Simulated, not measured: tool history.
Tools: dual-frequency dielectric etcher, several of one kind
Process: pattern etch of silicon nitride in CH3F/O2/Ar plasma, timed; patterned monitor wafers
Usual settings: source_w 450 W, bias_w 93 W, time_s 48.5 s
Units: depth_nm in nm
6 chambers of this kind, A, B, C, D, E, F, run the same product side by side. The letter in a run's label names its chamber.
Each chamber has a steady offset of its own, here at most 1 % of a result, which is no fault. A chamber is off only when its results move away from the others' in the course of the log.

| run | hour | source_w | bias_w | time_s | read-back reference wafer on the same gauge, depth_nm | depth_nm |
|---|---|---|---|---|---|---|
| 1F | 5.7 | 450 | 93 | 48.5 | 43.600 | 38.982 |
| 2C | 11.8 | 450 | 93 | 48.5 | 43.617 | 38.403 |
| 3D | 15.8 | 450 | 93 | 48.5 | 43.600 | 39.053 |
| 4E | 23.4 | 450 | 93 | 48.5 | 43.602 | 38.911 |
| 5A | 28.6 | 450 | 93 | 48.5 | 43.592 | 39.312 |
| 6B | 33.6 | 450 | 93 | 48.5 | 43.633 | 39.029 |
| 7D | 37.3 | 450 | 93 | 48.5 | 43.633 | 39.047 |
| 8C | 41.8 | 450 | 93 | 48.5 | 43.576 | 38.632 |
| 9A | 45.7 | 450 | 93 | 48.5 | 43.609 | 39.155 |
| 10F | 52.1 | 450 | 93 | 48.5 | 43.624 | 38.873 |
| 11B | 56.1 | 450 | 93 | 48.5 | 43.581 | 38.786 |
| 12E | 62.9 | 450 | 93 | 48.5 | 43.574 | 38.731 |
| 13A | 69.7 | 450 | 93 | 48.5 | 43.596 | 39.308 |
| 14E | 75.0 | 450 | 93 | 48.5 | 43.632 | 38.691 |
| 15D | 79.2 | 450 | 93 | 40.0 | 43.625 | 32.214 |
| 16B | 85.1 | 450 | 93 | 40.0 | 43.589 | 32.031 |
| 17F | 88.8 | 450 | 93 | 40.0 | 43.592 | 32.003 |
|  | 92.7 | chamber E: wet clean of the chamber |
| 18C | 93.6 | 450 | 93 | 40.0 | 43.590 | 31.774 |
|  | 94.4 | chamber E: bias power generator calibrated |
| 19B | 101.6 | 450 | 93 | 40.0 | 43.598 | 32.102 |
|  | 105.8 | chamber C: source power generator calibrated |
| 20C | 105.8 | 450 | 93 | 40.0 | 43.609 | 31.827 |
| 21F | 111.9 | 450 | 93 | 48.5 | 43.614 | 39.095 |
| 22E | 118.1 | 450 | 93 | 48.5 | 43.601 | 37.153 |
| 23A | 123.1 | 450 | 93 | 48.5 | 43.629 | 39.381 |
| 24D | 130.3 | 450 | 93 | 48.5 | 43.591 | 39.043 |
|  | 131.7 | chamber A: source power generator calibrated |
| 25C | 137.1 | 450 | 93 | 48.5 | 43.627 | 38.570 |
| 26A | 141.4 | 450 | 93 | 48.5 | 43.613 | 39.018 |
| 27B | 148.2 | 450 | 93 | 48.5 | 43.613 | 38.788 |
| 28E | 153.3 | 450 | 93 | 48.5 | 43.575 | 37.602 |
| 29D | 160.4 | 450 | 93 | 48.5 | 43.605 | 39.232 |
| 30F | 164.4 | 450 | 93 | 48.5 | 43.610 | 39.129 |
| 31E | 169.3 | 450 | 93 | 60.0 | 43.596 | 46.176 |
| 32D | 176.6 | 450 | 93 | 60.0 | 43.600 | 48.183 |
| 33C | 183.0 | 450 | 93 | 60.0 | 43.623 | 47.728 |
| 34F | 187.1 | 450 | 93 | 60.0 | 43.564 | 48.398 |
| 35A | 190.9 | 450 | 93 | 60.0 | 43.584 | 48.407 |
| 36B | 195.8 | 450 | 93 | 60.0 | 43.620 | 48.239 |

What goes on in this fleet: one chamber off, a drifting gauge, or nothing beyond the chambers' own small offsets? Name the chamber and the cause, if any.

A service left chamber E off against the others.
Cause: etch rate under this chamber's usual, % = 3.97.

Here are 4 candidates for chamber E's next run, each the usual settings with a change, their results left as question marks. Which one brings its results back in line with what the others give on the usual settings?
In line means no further than this from the other chambers' mean on the usual settings: depth_nm 0.500 nm
| 37E-1 | 201.6 | 460 | 96 | 48.5 |  | ? |
| 37E-2 | 201.6 | 450 | 94 | 50.5 |  | ? |
| 37E-3 | 201.6 | 450 | 93 | 47.5 |  | ? |
| 37E-4 | 201.6 | 450 | 92 | 46.5 |  | ? |

The other chambers' mean on the usual settings: depth_nm 38.953 nm
| run | depth_nm |
|---|---|
| 37E-1 | 37.926 |
| 37E-2 | 38.871 |
| 37E-3 | 36.423 |
| 37E-4 | 35.521 |
37E-2 brings the chamber back in line.
